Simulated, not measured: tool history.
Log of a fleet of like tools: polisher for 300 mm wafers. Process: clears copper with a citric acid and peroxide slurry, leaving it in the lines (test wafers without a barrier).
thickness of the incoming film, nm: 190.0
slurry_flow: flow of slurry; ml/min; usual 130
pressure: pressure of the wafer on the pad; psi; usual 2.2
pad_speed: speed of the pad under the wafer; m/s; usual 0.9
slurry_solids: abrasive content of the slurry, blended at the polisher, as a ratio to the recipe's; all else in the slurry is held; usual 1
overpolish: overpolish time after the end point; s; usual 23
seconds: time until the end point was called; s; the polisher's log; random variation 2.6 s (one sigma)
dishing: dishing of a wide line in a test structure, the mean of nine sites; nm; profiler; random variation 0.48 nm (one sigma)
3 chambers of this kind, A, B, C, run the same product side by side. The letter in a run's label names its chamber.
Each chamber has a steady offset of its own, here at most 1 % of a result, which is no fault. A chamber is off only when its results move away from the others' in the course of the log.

| run | hour | slurry_flow | pressure | pad_speed | slurry_solids | overpolish | seconds | dishing |
|---|---|---|---|---|---|---|---|---|
| 1B | 6.9 | 130 | 2.2 | 0.9 | 1 | 23 | 156.41 | 19.724 |
| 2C | 14.4 | 130 | 2.2 | 0.9 | 1 | 23 | 157.51 | 19.663 |
| 3A | 23.9 | 130 | 2.2 | 0.9 | 1 | 23 | 159.37 | 20.512 |
| 4A | 32.7 | 130 | 2.2 | 0.9 | 1 | 23 | 157.7 | 19.281 |
|  | 33.5 | chamber C: worn pad replaced by a new one |
| 5B | 41.8 | 130 | 2.2 | 0.9 | 1 | 23 | 153.21 | 19.899 |
| 6C | 53.2 | 130 | 2.2 | 0.9 | 1 | 23 | 159.91 | 19.711 |
|  | 54 | chamber B: worn pad replaced by a new one |
| 7C | 63.8 | 130 | 2.2 | 0.9 | 1 | 23 | 153.03 | 20.144 |
| 8B | 71.7 | 130 | 2.2 | 0.9 | 1 | 23 | 157.92 | 20.364 |
| 9A | 79.5 | 130 | 2.2 | 0.72 | 1 | 18 | 193.44 | 12.895 |
| 10C | 85.7 | 130 | 2.2 | 0.72 | 1 | 18 | 190.67 | 13.176 |
| 11B | 94.7 | 130 | 2.2 | 0.72 | 1 | 18 | 193.96 | 13.27 |
|  | 103.3 | chamber A: slurry nozzle cleaned |
| 12A | 105.7 | 130 | 2.2 | 0.9 | 1 | 23 | 149.68 | 19.798 |
| 13A | 113 | 130 | 2.2 | 0.9 | 1 | 23 | 153.65 | 20.371 |
| 14B | 121.3 | 130 | 2.2 | 0.9 | 1 | 23 | 152.59 | 20.21 |
| 15C | 127.6 | 130 | 2.2 | 0.9 | 1 | 23 | 158.22 | 19.56 |
|  | 133.7 | chamber B: head pressure recalibrated |
|  | 135.5 | chamber C: slurry blender recalibrated |
| 16A | 138.9 | 130 | 2.2 | 0.9 | 1 | 23 | 155.99 | 20.646 |
|  | 140.1 | chamber C: worn pad replaced by a new one |
| 17C | 143.9 | 130 | 2.2 | 0.9 | 1 | 23 | 158.85 | 19.496 |
|  | 146.4 | chamber B: slurry blender recalibrated |
| 18B | 154.7 | 130 | 2.2 | 0.9 | 1 | 23 | 157.33 | 20.379 |
| 19B | 160.5 | 130 | 2.2 | 0.9 | 1 | 23 | 154.06 | 19.755 |
| 20A | 166.4 | 130 | 2.2 | 0.9 | 1 | 23 | 155.57 | 20.082 |
| 21C | 174.1 | 130 | 2.2 | 0.9 | 1 | 23 | 154.34 | 20.779 |
|  | 183.5 | chamber C: slurry nozzle cleaned |
| 22B | 184.9 | 130 | 2.2 | 0.9 | 1 | 23 | 158.54 | 20.414 |
|  | 194.8 | chamber A: worn pad replaced by a new one |
| 23A | 195.2 | 130 | 2.2 | 0.9 | 1 | 23 | 152.32 | 19.415 |
| 24C | 202.3 | 130 | 2.2 | 0.9 | 1 | 23 | 157.37 | 19.585 |
| 25C | 210.1 | 130 | 2.2 | 0.9 | 1 | 23 | 157.73 | 20.254 |

Is one chamber off against the others, does the gauge drift, or is nothing wrong? If a chamber is off, say which, and what the likeliest cause is.

No chamber stands off beyond its own small offset, and the gauge holds steady.

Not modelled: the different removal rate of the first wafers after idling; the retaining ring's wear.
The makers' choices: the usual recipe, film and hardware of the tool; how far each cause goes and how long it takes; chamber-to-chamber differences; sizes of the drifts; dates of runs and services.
